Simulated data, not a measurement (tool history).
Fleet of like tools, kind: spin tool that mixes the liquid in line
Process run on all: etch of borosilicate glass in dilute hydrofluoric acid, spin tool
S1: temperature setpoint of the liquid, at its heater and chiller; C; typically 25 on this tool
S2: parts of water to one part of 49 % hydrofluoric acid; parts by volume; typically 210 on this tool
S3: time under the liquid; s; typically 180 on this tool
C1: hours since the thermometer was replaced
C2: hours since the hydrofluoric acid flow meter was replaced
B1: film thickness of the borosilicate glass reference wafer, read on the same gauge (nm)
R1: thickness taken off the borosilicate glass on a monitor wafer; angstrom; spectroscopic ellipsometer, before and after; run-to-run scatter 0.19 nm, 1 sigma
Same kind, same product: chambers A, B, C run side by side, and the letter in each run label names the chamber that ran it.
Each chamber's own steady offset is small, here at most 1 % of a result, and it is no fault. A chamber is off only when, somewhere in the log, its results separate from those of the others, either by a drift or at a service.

Run 1B, day 0.542: usual settings; C1 2182; C2 762.4; B1 39.983. Result: R1 270.74 angstrom.
Run 2C, day 0.917: usual settings; C1 728.4; C2 92.8; B1 39.955. Result: R1 272.67 angstrom.
Run 3A, day 1.275: usual settings; C1 1361.4; C2 157.4; B1 39.989. Result: R1 271.28 angstrom.
Run 4B, day 1.775: usual settings; C1 2211.6; C2 792; B1 39.994. Result: R1 269.87 angstrom.
Run 5C, day 2.2: usual settings; C1 759.2; C2 123.6; B1 39.98. Result: R1 275.11 angstrom.
Run 6A, day 2.783: usual settings; C1 1397.6; C2 193.6; B1 40.051. Result: R1 271.69 angstrom.
Run 7C, day 3.404: usual settings; C1 788.1; C2 152.5; B1 40.001. Result: R1 273.41 angstrom.
Run 8A, day 3.758: usual settings; C1 1421; C2 217; B1 39.977. Result: R1 273.16 angstrom.
Run 9B, day 4.267: usual settings; C1 2271.4; C2 851.8; B1 39.992. Result: R1 270.75 angstrom.
Run 10A, day 4.762: usual settings; C1 1445.1; C2 241.1; B1 40.009. Result: R1 276.02 angstrom.
Run 11B, day 5.138: usual settings; C1 2292.3; C2 872.7; B1 40.03. Result: R1 269.05 angstrom.
Run 12C, day 5.692: usual settings; C1 843; C2 207.4; B1 39.992. Result: R1 272.65 angstrom.
Run 13A, day 6.138: usual settings; C1 1478.1; C2 274.1; B1 40.019. Result: R1 270.17 angstrom.
Run 14C, day 6.542: usual settings; C1 863.4; C2 227.8; B1 39.99. Result: R1 272.9 angstrom.
Run 15B, day 6.888: usual settings; C1 2334.3; C2 914.7; B1 39.997. Result: R1 269.93 angstrom.
Run 16B, day 7.196: usual settings but S1 28.5 C; C1 2341.7; C2 922.1; B1 40.004. Result: R1 308.2 angstrom.
Run 17C, day 7.521: usual settings but S1 28.5 C; C1 886.9; C2 251.3; B1 40.008. Result: R1 311.42 angstrom.
Run 18A, day 7.892: usual settings but S1 28.5 C; C1 1520.2; C2 316.2; B1 39.945. Result: R1 308.33 angstrom.
Run 19A, day 8.529: usual settings; C1 1535.5; C2 331.5; B1 39.968. Result: R1 271.47 angstrom.
Run 20B, day 8.992: usual settings; C1 2384.8; C2 965.2; B1 40.018. Result: R1 268.15 angstrom.
Run 21C, day 9.483: usual settings; C1 934; C2 298.4; B1 39.981. Result: R1 275.68 angstrom.
Run 22A, day 9.942: usual settings; C1 1569.4; C2 365.4; B1 40.05. Result: R1 272.97 angstrom.
Run 23B, day 10.279: usual settings; C1 2415.7; C2 996.1; B1 39.986. Result: R1 269.75 angstrom.
Run 24C, day 10.596: usual settings; C1 960.7; C2 325.1; B1 40.042. Result: R1 277.58 angstrom.
Run 25B, day 10.904: usual settings; C1 2430.7; C2 1011.1; B1 39.997. Result: R1 269.6 angstrom.
Run 26C, day 11.4: usual settings; C1 980; C2 344.4; B1 40. Result: R1 276.37 angstrom.
At day 11.783: chamber A: hydrofluoric acid flow meter replaced.
Run 27A, day 11.842: usual settings; C1 1615; C2 1.4; B1 40. Result: R1 273.49 angstrom.
At day 12.083: chamber B: thermometer replaced.
Run 28A, day 12.446: usual settings; C1 1629.5; C2 15.9; B1 40.021. Result: R1 270.55 angstrom.
Run 29B, day 12.758: usual settings; C1 16.2; C2 1055.6; B1 40.027. Result: R1 268.26 angstrom.
Run 30C, day 13.308: usual settings; C1 1025.8; C2 390.2; B1 40. Result: R1 282.14 angstrom.
Run 31A, day 13.696: usual settings; C1 1659.5; C2 45.9; B1 39.967. Result: R1 271.62 angstrom.
Run 32B, day 14.362: usual settings but S3 95 s; C1 54.7; C2 1094.1; B1 40.066. Result: R1 141.23 angstrom.
Run 33C, day 14.679: usual settings but S3 95 s; C1 1058.7; C2 423.1; B1 39.975. Result: R1 148.64 angstrom.
Run 34A, day 15.025: usual settings but S3 95 s; C1 1691.4; C2 77.8; B1 40.034. Result: R1 142.06 angstrom.
Run 35C, day 15.688: usual settings; C1 1082.9; C2 447.3; B1 39.976. Result: R1 284.01 angstrom.
Run 36B, day 16.338: usual settings; C1 102.1; C2 1141.5; B1 40. Result: R1 272.85 angstrom.
Run 37A, day 16.788: usual settings; C1 1733.7; C2 120.1; B1 40.007. Result: R1 270.72 angstrom.
Run 38C, day 17.162: usual settings; C1 1118.3; C2 482.7; B1 39.992. Result: R1 284.77 angstrom.
Run 39B, day 17.662: usual settings; C1 133.9; C2 1173.3; B1 40.024. Result: R1 268.93 angstrom.
Run 40C, day 18.267: usual settings; C1 1144.8; C2 509.2; B1 40.019. Result: R1 288.73 angstrom.

Read the log: is a single chamber off, either drifting away or since a service, is the gauge that measures every chamber drifting, or is nothing wrong beyond small per-chamber offsets? Name any odd chamber and what most likely caused it.

One chamber, C, drifts off from the rest bit by bit.
Likeliest cause: liquid hotter than its thermometer reads (K) = 1.41.
With only this log, it may be confused with: hydrofluoric acid flow above the setpoint (%).

Here are 4 candidates for chamber C's next run, each the usual settings with a change, their results left as question marks. Which one brings its results back in line with what the others give on the usual settings?
To be in line, a result may differ from the other chambers' mean on the usual settings by at most: R1 6.5 angstrom
Run 41C-1, day 18.75: usual settings but S2 215 parts by volume, S3 175 s. Result: R1 ?.
Run 41C-2, day 18.75: usual settings but S2 215 parts by volume. Result: R1 ?.
Run 41C-3, day 18.75: usual settings but S1 25.5 C. Result: R1 ?.
Run 41C-4, day 18.75: usual settings but S2 205 parts by volume, S3 185 s. Result: R1 ?.

Average result of the remaining chambers running the usual settings: R1 270.97 angstrom
  run      R1
41C-1  271.27
41C-2  279.02
41C-3   292.5
41C-4  304.06
It is 41C-1 that realigns the chamber with its peers.
